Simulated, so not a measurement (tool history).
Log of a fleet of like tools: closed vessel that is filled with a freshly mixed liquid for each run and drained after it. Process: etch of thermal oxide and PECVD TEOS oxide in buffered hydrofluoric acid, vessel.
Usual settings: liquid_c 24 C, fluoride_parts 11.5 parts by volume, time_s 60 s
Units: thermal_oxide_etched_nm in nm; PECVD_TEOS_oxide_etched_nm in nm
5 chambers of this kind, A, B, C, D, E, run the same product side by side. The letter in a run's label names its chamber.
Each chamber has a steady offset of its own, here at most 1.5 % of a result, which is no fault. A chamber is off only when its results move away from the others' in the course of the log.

run	day	liquid_c	fluoride_parts	time_s	read-back film thickness of the thermal oxide reference wafer, read on the same gauge (nm)	read-back film thickness of the PECVD TEOS oxide reference wafer, read on the same gauge (nm)	thermal_oxide_etched_nm	PECVD_TEOS_oxide_etched_nm
1E	0.250	24	11.5	60	39.984	110.00	61.573	87.791
2C	0.696	24	11.5	60	40.018	109.99	61.843	88.739
3A	0.933	24	11.5	60	39.992	110.01	61.822	88.039
4B	1.250	24	11.5	60	39.990	109.99	61.212	88.369
5D	1.525	24	11.5	60	39.999	110.00	62.740	87.809
6D	1.821	24	11.5	60	39.983	109.99	62.969	88.856
7B	2.117	24	11.5	60	39.994	110.01	60.953	88.722
# day 2.438: chamber D: thermometer replaced
8A	2.471	24	11.5	60	39.995	109.99	61.615	87.931
# day 2.883: chamber D: hydrofluoric acid flow meter replaced
9E	2.921	24	11.5	60	40.010	110.00	61.677	88.763
10C	3.183	24	11.5	60	39.993	110.01	61.797	87.907
11E	3.600	24	11.5	60	39.980	110.01	62.668	88.296
12A	4.038	24	11.5	60	39.977	110.03	61.695	87.454
13B	4.367	24	11.5	60	39.981	109.99	61.410	88.256
14C	4.750	24	11.5	60	40.011	109.98	60.908	86.902
15D	5.158	24	11.5	60	40.010	109.99	62.112	88.349
16E	5.629	24	11.5	45	39.995	109.98	46.049	65.274
17C	6.108	24	11.5	45	39.995	109.98	46.027	67.319
# day 6.342: chamber E: thermometer replaced
18B	6.408	24	11.5	45	39.995	110.00	46.173	65.788
19D	6.804	24	11.5	45	40.001	110.00	46.847	66.185
20A	7.054	24	11.5	45	39.999	110.00	46.294	65.438
21A	7.462	24	11.5	60	39.994	110.00	61.821	86.945
22B	7.783	24	11.5	60	40.021	110.02	61.909	88.877
23E	8.133	24	11.5	60	40.001	109.98	61.985	89.257
24C	8.408	24	11.5	60	40.032	109.99	61.810	88.089
25D	8.817	24	11.5	60	40.008	109.99	62.467	88.150
26A	9.300	24	11.5	60	39.999	109.98	61.834	87.864
27E	9.717	24	11.5	60	40.014	110.00	62.011	89.183
28B	10.029	24	11.5	60	40.010	110.00	61.102	88.279
29C	10.279	24	11.5	60	39.998	109.99	61.350	89.453
30D	10.696	24	11.5	60	40.003	110.00	62.637	87.657
31B	10.975	24	11.5	60	39.997	110.00	61.587	89.315
32A	11.242	24	11.5	60	39.995	109.99	61.556	87.720
# day 11.304: chamber B: thermometer replaced
33C	11.454	24	11.5	60	39.988	110.00	61.688	88.166
34E	11.783	24	11.5	60	40.019	110.00	61.975	88.861
35D	12.238	24	11.5	60	39.990	109.99	62.751	89.087
36D	12.712	24	11.5	60	40.006	110.00	62.197	87.654
37E	13.071	24	11.5	60	40.006	110.00	62.673	89.064
38C	13.292	24	11.5	60	40.001	110.00	61.686	88.739
39A	13.758	24	11.5	60	40.002	110.01	61.786	86.823
40B	14.025	24	11.5	60	40.012	110.01	61.763	88.179
41B	14.438	24	15.5	60	39.987	110.02	46.340	66.236
42A	14.767	24	15.5	60	39.996	110.02	46.162	65.250

Is one chamber off against the others, does the gauge drift, or is nothing wrong? If a chamber is off, say which, and what the likeliest cause is.

No chamber stands off beyond its own small offset, and the gauge holds steady.
